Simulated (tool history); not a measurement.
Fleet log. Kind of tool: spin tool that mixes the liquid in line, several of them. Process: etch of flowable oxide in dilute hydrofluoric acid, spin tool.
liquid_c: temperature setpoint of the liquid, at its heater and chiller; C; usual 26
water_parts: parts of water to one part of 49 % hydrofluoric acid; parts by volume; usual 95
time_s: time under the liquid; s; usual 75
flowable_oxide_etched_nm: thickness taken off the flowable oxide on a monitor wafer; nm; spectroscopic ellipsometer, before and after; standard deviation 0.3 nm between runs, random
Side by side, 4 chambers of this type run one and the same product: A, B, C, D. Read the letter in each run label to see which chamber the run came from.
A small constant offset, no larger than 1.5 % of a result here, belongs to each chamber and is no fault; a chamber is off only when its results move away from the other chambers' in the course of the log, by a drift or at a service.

| run | hour | liquid_c | water_parts | time_s | read-back film thickness of the flowable oxide reference wafer, read on the same gauge (nm) | flowable_oxide_etched_nm |
|---|---|---|---|---|---|---|
| 1C | 10.9 | 26 | 95 | 75 | 150.04 | 47.857 |
| 2A | 25.6 | 26 | 95 | 75 | 149.99 | 47.459 |
| 3D | 38.8 | 26 | 95 | 75 | 150.01 | 47.716 |
| 4B | 51.5 | 26 | 95 | 75 | 150.03 | 46.745 |
| 5C | 58.9 | 26 | 95 | 75 | 149.99 | 47.642 |
| 6A | 69.8 | 26 | 95 | 75 | 149.99 | 48.22 |
| 7D | 81.1 | 26 | 95 | 75 | 150 | 47.704 |
|  | 85.7 | chamber B: hydrofluoric acid flow meter replaced |
| 8B | 92.8 | 21 | 65 | 75 | 150 | 59.03 |
| 9D | 103.9 | 21 | 65 | 75 | 149.99 | 59.323 |
| 10B | 115.5 | 21 | 65 | 75 | 149.97 | 59.215 |
| 11A | 127.8 | 21 | 65 | 75 | 150 | 58.565 |
| 12C | 141.2 | 26 | 95 | 75 | 149.99 | 47.711 |
| 13A | 150.4 | 26 | 95 | 75 | 150.04 | 47.884 |
| 14D | 164.9 | 26 | 75 | 95 | 149.96 | 78.722 |
| 15B | 173.1 | 26 | 75 | 95 | 150 | 77.138 |
| 16C | 185.7 | 26 | 75 | 95 | 149.97 | 77.5 |
| 17A | 196.5 | 26 | 75 | 95 | 149.99 | 79.454 |
| 18B | 204.7 | 30 | 65 | 75 | 150.01 | 83.212 |
| 19D | 216 | 30 | 65 | 75 | 149.99 | 88.285 |
| 20C | 226 | 30 | 65 | 75 | 150.02 | 84.547 |
| 21C | 241.1 | 30 | 65 | 75 | 150.01 | 85.649 |
| 22D | 249.6 | 26 | 95 | 75 | 150.01 | 49.363 |
| 23B | 260.4 | 26 | 95 | 75 | 150 | 47.064 |
| 24A | 274 | 26 | 95 | 75 | 150 | 48.343 |

Does one chamber stand apart from the rest, does the shared gauge drift, or is all well apart from small per-chamber offsets? Give the chamber and the most likely cause, where there is one.

It is chamber D that slowly wanders off from its peers.
Cause: liquid hotter than its thermometer reads (K) = 1.04.
With only this log, it may be confused with: hydrofluoric acid flow above the setpoint (%).

Here are 4 candidates for chamber D's next run, each the usual settings with a change, their results left as question marks. Which one brings its results back in line with what the others give on the usual settings?
In line means no further than this from the other chambers' mean on the usual settings: flowable_oxide_etched_nm 1 nm
| 25D-1 | 285.3 | 24 | 95 | 75 |  | ? |
| 25D-2 | 285.3 | 25 | 95 | 75 |  | ? |
| 25D-3 | 285.3 | 27 | 95 | 75 |  | ? |
| 25D-4 | 285.3 | 28 | 95 | 75 |  | ? |

Other chambers, usual settings, mean: flowable_oxide_etched_nm 47.558 nm
| run | flowable_oxide_etched_nm |
|---|---|
| 25D-1 | 45.941 |
| 25D-2 | 47.798 |
| 25D-3 | 51.703 |
| 25D-4 | 53.734 |
Change 25D-2 lands the chamber within the allowed miss of the other chambers.

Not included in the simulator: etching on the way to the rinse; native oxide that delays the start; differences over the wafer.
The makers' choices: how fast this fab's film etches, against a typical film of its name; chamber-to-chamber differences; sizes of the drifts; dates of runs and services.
